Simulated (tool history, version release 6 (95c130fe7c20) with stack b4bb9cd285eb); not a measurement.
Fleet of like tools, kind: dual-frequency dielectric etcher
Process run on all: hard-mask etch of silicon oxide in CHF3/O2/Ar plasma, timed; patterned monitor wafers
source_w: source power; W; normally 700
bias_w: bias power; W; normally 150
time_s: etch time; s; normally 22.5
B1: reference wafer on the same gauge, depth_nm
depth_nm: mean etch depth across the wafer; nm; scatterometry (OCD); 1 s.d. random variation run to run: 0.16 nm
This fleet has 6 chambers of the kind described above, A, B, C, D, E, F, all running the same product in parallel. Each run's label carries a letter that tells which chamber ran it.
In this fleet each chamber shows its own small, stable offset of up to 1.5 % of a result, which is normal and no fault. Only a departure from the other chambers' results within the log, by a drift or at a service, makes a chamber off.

{"run": "1C", "day": 0.35, "source_w": 700, "bias_w": 150, "time_s": 22.5, "B1": 46.121, "depth_nm": 44.284}
{"run": "2E", "day": 0.717, "source_w": 700, "bias_w": 150, "time_s": 22.5, "B1": 46.132, "depth_nm": 44.669}
{"run": "3D", "day": 1.104, "source_w": 700, "bias_w": 150, "time_s": 22.5, "B1": 46.117, "depth_nm": 45.298}
{"run": "4B", "day": 1.525, "source_w": 700, "bias_w": 150, "time_s": 22.5, "B1": 46.094, "depth_nm": 44.598}
{"run": "5A", "day": 1.946, "source_w": 700, "bias_w": 150, "time_s": 22.5, "B1": 46.128, "depth_nm": 44.338}
{"run": "6F", "day": 2.383, "source_w": 700, "bias_w": 150, "time_s": 22.5, "B1": 46.094, "depth_nm": 44.949}
{"run": "7E", "day": 2.758, "source_w": 700, "bias_w": 150, "time_s": 22.5, "B1": 46.13, "depth_nm": 44.867}
{"run": "8D", "day": 2.983, "source_w": 550, "bias_w": 179, "time_s": 22.5, "B1": 46.144, "depth_nm": 43.89}
{"run": "9C", "day": 3.312, "source_w": 550, "bias_w": 179, "time_s": 22.5, "B1": 46.087, "depth_nm": 42.919}
{"run": "10F", "day": 3.746, "source_w": 550, "bias_w": 179, "time_s": 22.5, "B1": 46.088, "depth_nm": 43.431}
{"run": "11B", "day": 4.154, "source_w": 550, "bias_w": 179, "time_s": 22.5, "B1": 46.074, "depth_nm": 42.803}
{"run": "12A", "day": 4.429, "source_w": 550, "bias_w": 179, "time_s": 22.5, "B1": 46.129, "depth_nm": 42.787}
{"run": "13B", "day": 4.725, "source_w": 550, "bias_w": 179, "time_s": 22.5, "B1": 46.112, "depth_nm": 42.798}
{"day": 4.942, "done": "chamber C: wet clean of the chamber"}
{"run": "14A", "day": 5.15, "source_w": 560, "bias_w": 150, "time_s": 26.0, "B1": 46.068, "depth_nm": 47.029}
{"run": "15E", "day": 5.4, "source_w": 560, "bias_w": 150, "time_s": 26.0, "B1": 46.102, "depth_nm": 47.39}
{"run": "16D", "day": 5.612, "source_w": 560, "bias_w": 150, "time_s": 26.0, "B1": 46.072, "depth_nm": 47.763}
{"run": "17F", "day": 5.908, "source_w": 560, "bias_w": 150, "time_s": 26.0, "B1": 46.059, "depth_nm": 47.669}
{"day": 6.021, "done": "chamber E: source power generator calibrated"}
{"run": "18C", "day": 6.208, "source_w": 560, "bias_w": 150, "time_s": 26.0, "B1": 46.104, "depth_nm": 46.006}
{"run": "19D", "day": 6.433, "source_w": 560, "bias_w": 150, "time_s": 26.0, "B1": 46.109, "depth_nm": 47.975}
{"run": "20C", "day": 6.7, "source_w": 700, "bias_w": 150, "time_s": 22.5, "B1": 46.167, "depth_nm": 43.264}
{"run": "21F", "day": 7.083, "source_w": 700, "bias_w": 150, "time_s": 22.5, "B1": 46.124, "depth_nm": 45.052}
{"run": "22B", "day": 7.375, "source_w": 700, "bias_w": 150, "time_s": 22.5, "B1": 46.13, "depth_nm": 44.476}
{"run": "23E", "day": 7.808, "source_w": 700, "bias_w": 150, "time_s": 22.5, "B1": 46.111, "depth_nm": 44.662}
{"run": "24A", "day": 8.046, "source_w": 530, "bias_w": 118, "time_s": 22.5, "B1": 46.129, "depth_nm": 37.064}
{"run": "25D", "day": 8.254, "source_w": 530, "bias_w": 118, "time_s": 22.5, "B1": 46.112, "depth_nm": 37.419}
{"day": 8.362, "done": "chamber A: wet clean of the chamber"}
{"run": "26C", "day": 8.7, "source_w": 530, "bias_w": 118, "time_s": 22.5, "B1": 46.08, "depth_nm": 36.214}
{"run": "27E", "day": 9.004, "source_w": 530, "bias_w": 118, "time_s": 22.5, "B1": 46.12, "depth_nm": 36.939}
{"run": "28F", "day": 9.338, "source_w": 530, "bias_w": 118, "time_s": 22.5, "B1": 46.065, "depth_nm": 37.381}
{"day": 9.371, "done": "chamber D: bias power generator calibrated"}
{"run": "29A", "day": 9.688, "source_w": 530, "bias_w": 118, "time_s": 22.5, "B1": 46.079, "depth_nm": 37.045}
{"run": "30B", "day": 10.138, "source_w": 700, "bias_w": 150, "time_s": 22.5, "B1": 46.091, "depth_nm": 44.558}
{"run": "31E", "day": 10.492, "source_w": 700, "bias_w": 122, "time_s": 22.5, "B1": 46.173, "depth_nm": 41.96}
{"run": "32F", "day": 10.95, "source_w": 700, "bias_w": 122, "time_s": 22.5, "B1": 46.095, "depth_nm": 41.97}
{"run": "33B", "day": 11.154, "source_w": 700, "bias_w": 122, "time_s": 22.5, "B1": 46.08, "depth_nm": 41.502}
{"run": "34A", "day": 11.492, "source_w": 700, "bias_w": 122, "time_s": 22.5, "B1": 46.091, "depth_nm": 41.536}
{"run": "35C", "day": 11.842, "source_w": 700, "bias_w": 122, "time_s": 22.5, "B1": 46.045, "depth_nm": 40.539}
{"run": "36D", "day": 12.138, "source_w": 700, "bias_w": 122, "time_s": 22.5, "B1": 46.091, "depth_nm": 42.103}
{"run": "37C", "day": 12.596, "source_w": 700, "bias_w": 150, "time_s": 22.5, "B1": 46.077, "depth_nm": 43.004}

Next, every chamber runs the same settings. What will each give?
{"run": "38A", "day": 12.925, "source_w": 700, "bias_w": 150, "time_s": 22.5, "depth_nm": "?"}
{"run": "38B", "day": 12.925, "source_w": 700, "bias_w": 150, "time_s": 22.5, "depth_nm": "?"}
{"run": "38C", "day": 12.925, "source_w": 700, "bias_w": 150, "time_s": 22.5, "depth_nm": "?"}
{"run": "38D", "day": 12.925, "source_w": 700, "bias_w": 150, "time_s": 22.5, "depth_nm": "?"}
{"run": "38E", "day": 12.925, "source_w": 700, "bias_w": 150, "time_s": 22.5, "depth_nm": "?"}
{"run": "38F", "day": 12.925, "source_w": 700, "bias_w": 150, "time_s": 22.5, "depth_nm": "?"}

run=38A depth_nm=44.306
run=38B depth_nm=44.363
run=38C depth_nm=43.223
run=38D depth_nm=44.891
run=38E depth_nm=44.396
run=38F depth_nm=44.695
